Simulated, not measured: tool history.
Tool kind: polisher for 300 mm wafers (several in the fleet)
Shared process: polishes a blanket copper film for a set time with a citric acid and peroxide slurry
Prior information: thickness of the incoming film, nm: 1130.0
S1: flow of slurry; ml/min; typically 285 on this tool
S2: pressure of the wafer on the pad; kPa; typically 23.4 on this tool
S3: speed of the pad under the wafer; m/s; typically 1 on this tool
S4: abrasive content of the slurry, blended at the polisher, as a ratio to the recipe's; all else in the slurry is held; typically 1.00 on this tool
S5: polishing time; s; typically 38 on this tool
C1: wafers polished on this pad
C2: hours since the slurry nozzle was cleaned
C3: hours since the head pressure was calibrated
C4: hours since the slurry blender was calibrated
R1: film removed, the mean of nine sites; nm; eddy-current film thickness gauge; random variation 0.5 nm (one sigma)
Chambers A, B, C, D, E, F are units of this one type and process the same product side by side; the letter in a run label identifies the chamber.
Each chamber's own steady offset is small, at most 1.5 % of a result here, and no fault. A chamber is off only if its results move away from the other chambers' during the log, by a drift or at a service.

run 1D hour=4.2 | S1=285 S2=23.4 S3=1 S4=1.00 S5=38 | C1=555 C2=744.2 C3=906.3 C4=8.1 | R1=82.216
-- hour=5.5 chamber B: worn pad replaced by a new one
run 2A hour=8.6 | S1=285 S2=23.4 S3=1 S4=1.00 S5=38 | C1=657 C2=203.1 C3=585.2 C4=306.3 | R1=82.119
-- hour=12.8 chamber F: worn pad replaced by a new one
run 3B hour=13.5 | S1=285 S2=23.4 S3=1 S4=1.00 S5=38 | C1=86 C2=752.5 C3=218.1 C4=344.4 | R1=82.121
run 4E hour=20.0 | S1=285 S2=23.4 S3=1 S4=1.00 S5=38 | C1=715 C2=183.4 C3=357.5 C4=106.9 | R1=82.275
run 5C hour=26.2 | S1=285 S2=23.4 S3=1 S4=1.00 S5=38 | C1=514 C2=154.4 C3=349.6 C4=220.2 | R1=81.233
-- hour=26.9 chamber D: worn pad replaced by a new one
run 6F hour=29.7 | S1=285 S2=23.4 S3=1 S4=1.00 S5=38 | C1=182 C2=521.7 C3=778.5 C4=96.7 | R1=82.986
-- hour=31.9 chamber C: worn pad replaced by a new one
run 7D hour=33.6 | S1=285 S2=23.4 S3=1 S4=1.00 S5=38 | C1=72 C2=773.6 C3=935.7 C4=37.5 | R1=82.125
run 8F hour=40.2 | S1=285 S2=23.4 S3=1 S4=1.00 S5=38 | C1=295 C2=532.2 C3=789.0 C4=107.2 | R1=82.603
run 9E hour=45.2 | S1=285 S2=23.4 S3=1 S4=1.00 S5=38 | C1=986 C2=208.6 C3=382.7 C4=132.1 | R1=81.991
run 10A hour=50.7 | S1=285 S2=23.4 S3=1 S4=1.00 S5=38 | C1=1110 C2=245.2 C3=627.3 C4=348.4 | R1=83.103
-- hour=51.0 chamber F: head pressure recalibrated
-- hour=53.1 chamber B: slurry nozzle cleaned
run 11B hour=55.0 | S1=285 S2=23.4 S3=1 S4=1.00 S5=38 | C1=532 C2=1.9 C3=259.6 C4=385.9 | R1=82.021
-- hour=57.4 chamber A: slurry blender recalibrated
run 12C hour=58.5 | S1=285 S2=23.4 S3=1 S4=1.00 S5=38 | C1=286 C2=186.7 C3=381.9 C4=252.5 | R1=81.789
run 13D hour=64.1 | S1=285 S2=23.4 S3=1 S4=1.00 S5=38 | C1=400 C2=804.1 C3=966.2 C4=68.0 | R1=81.803
-- hour=65.8 chamber E: slurry nozzle cleaned
run 14B hour=70.8 | S1=285 S2=23.4 S3=1 S4=1.00 S5=38 | C1=702 C2=17.7 C3=275.4 C4=401.7 | R1=81.301
-- hour=74.6 chamber B: worn pad replaced by a new one
-- hour=74.9 chamber E: worn pad replaced by a new one
run 15A hour=76.4 | S1=285 S2=23.4 S3=1 S4=1.00 S5=38 | C1=1386 C2=270.9 C3=653.0 C4=19.0 | R1=82.128
run 16F hour=81.6 | S1=285 S2=23.4 S3=1 S4=1.00 S5=38 | C1=740 C2=573.6 C3=30.6 C4=148.6 | R1=82.228
run 17C hour=88.8 | S1=285 S2=23.4 S3=1 S4=1.00 S5=38 | C1=611 C2=217.0 C3=412.2 C4=282.8 | R1=81.510
-- hour=89.6 chamber C: slurry blender recalibrated
-- hour=92.1 chamber C: worn pad replaced by a new one
run 18E hour=92.4 | S1=285 S2=23.4 S3=1 S4=1.00 S5=38 | C1=188 C2=26.6 C3=429.9 C4=179.3 | R1=83.294
-- hour=92.9 chamber F: worn pad replaced by a new one
-- hour=95.5 chamber A: worn pad replaced by a new one
run 19F hour=97.0 | S1=285 S2=23.4 S3=1 S4=1.00 S5=38 | C1=44 C2=589.0 C3=46.0 C4=164.0 | R1=82.066
-- hour=99.2 chamber D: worn pad replaced by a new one
run 20E hour=100.5 | S1=285 S2=23.4 S3=1 S4=1.00 S5=38 | C1=275 C2=34.7 C3=438.0 C4=187.4 | R1=84.036
run 21B hour=104.2 | S1=205 S2=23.4 S3=1 S4=1.15 S5=38 | C1=319 C2=51.1 C3=308.8 C4=435.1 | R1=80.778
run 22C hour=108.5 | S1=205 S2=23.4 S3=1 S4=1.15 S5=38 | C1=176 C2=236.7 C3=431.9 C4=18.9 | R1=81.825
run 23A hour=115.4 | S1=205 S2=23.4 S3=1 S4=1.15 S5=38 | C1=214 C2=309.9 C3=692.0 C4=58.0 | R1=81.965
run 24D hour=119.1 | S1=205 S2=23.4 S3=1 S4=1.15 S5=38 | C1=214 C2=859.1 C3=1021.2 C4=123.0 | R1=80.837
run 25B hour=123.9 | S1=205 S2=23.4 S3=1 S4=1.15 S5=38 | C1=530 C2=70.8 C3=328.5 C4=454.8 | R1=79.715
-- hour=128.8 chamber F: slurry blender recalibrated
run 26E hour=129.1 | S1=205 S2=23.4 S3=1 S4=1.15 S5=38 | C1=583 C2=63.3 C3=466.6 C4=216.0 | R1=84.513
-- hour=131.3 chamber B: slurry blender recalibrated
run 27F hour=133.2 | S1=285 S2=23.4 S3=1 S4=1.00 S5=38 | C1=434 C2=625.2 C3=82.2 C4=4.5 | R1=81.482
run 28A hour=136.4 | S1=285 S2=23.4 S3=1 S4=1.00 S5=38 | C1=440 C2=330.9 C3=713.0 C4=79.0 | R1=82.069
run 29D hour=140.9 | S1=285 S2=23.4 S3=1 S4=1.00 S5=38 | C1=449 C2=880.9 C3=1043.0 C4=144.8 | R1=82.137
-- hour=145.3 chamber C: worn pad replaced by a new one
run 30C hour=146.2 | S1=285 S2=23.4 S3=1 S4=1.00 S5=38 | C1=10 C2=274.4 C3=469.6 C4=56.6 | R1=81.914
run 31E hour=150.1 | S1=285 S2=23.4 S3=1 S4=1.00 S5=38 | C1=808 C2=84.3 C3=487.6 C4=237.0 | R1=84.526
run 32A hour=153.8 | S1=285 S2=23.4 S3=1 S4=1.00 S5=38 | C1=627 C2=348.3 C3=730.4 C4=96.4 | R1=81.728
run 33C hour=157.0 | S1=285 S2=23.4 S3=1 S4=1.00 S5=38 | C1=126 C2=285.2 C3=480.4 C4=67.4 | R1=81.865
-- hour=161.1 chamber B: worn pad replaced by a new one
run 34B hour=164.4 | S1=285 S2=23.4 S3=1 S4=1.00 S5=38 | C1=36 C2=111.3 C3=369.0 C4=33.1 | R1=81.519
run 35F hour=168.0 | S1=285 S2=23.4 S3=1 S4=1.00 S5=38 | C1=808 C2=660.0 C3=117.0 C4=39.3 | R1=82.899
run 36D hour=174.2 | S1=285 S2=23.4 S3=1 S4=1.00 S5=38 | C1=807 C2=914.2 C3=1076.3 C4=178.1 | R1=81.963
run 37E hour=180.9 | S1=235 S2=23.4 S3=1 S4=1.00 S5=34 | C1=1140 C2=115.1 C3=518.4 C4=267.8 | R1=74.184
-- hour=186.1 chamber F: worn pad replaced by a new one
run 38F hour=186.4 | S1=235 S2=23.4 S3=1 S4=1.00 S5=34 | C1=3 C2=678.4 C3=135.4 C4=57.7 | R1=71.265
-- hour=192.3 chamber D: worn pad replaced by a new one
run 39D hour=193.3 | S1=235 S2=23.4 S3=1 S4=1.00 S5=34 | C1=11 C2=933.3 C3=1095.4 C4=197.2 | R1=71.102

Each of the 6 chambers runs these same settings next. Fill in every chamber's results:
run 40A hour=198.6 | S1=285 S2=19.3 S3=1 S4=1.00 S5=38 | R1=?
run 40B hour=198.6 | S1=285 S2=19.3 S3=1 S4=1.00 S5=38 | R1=?
run 40C hour=198.6 | S1=285 S2=19.3 S3=1 S4=1.00 S5=38 | R1=?
run 40D hour=198.6 | S1=285 S2=19.3 S3=1 S4=1.00 S5=38 | R1=?
run 40E hour=198.6 | S1=285 S2=19.3 S3=1 S4=1.00 S5=38 | R1=?
run 40F hour=198.6 | S1=285 S2=19.3 S3=1 S4=1.00 S5=38 | R1=?

run=40A R1=67.886
run=40B R1=67.609
run=40C R1=67.108
run=40D R1=67.119
run=40E R1=71.085
run=40F R1=67.823
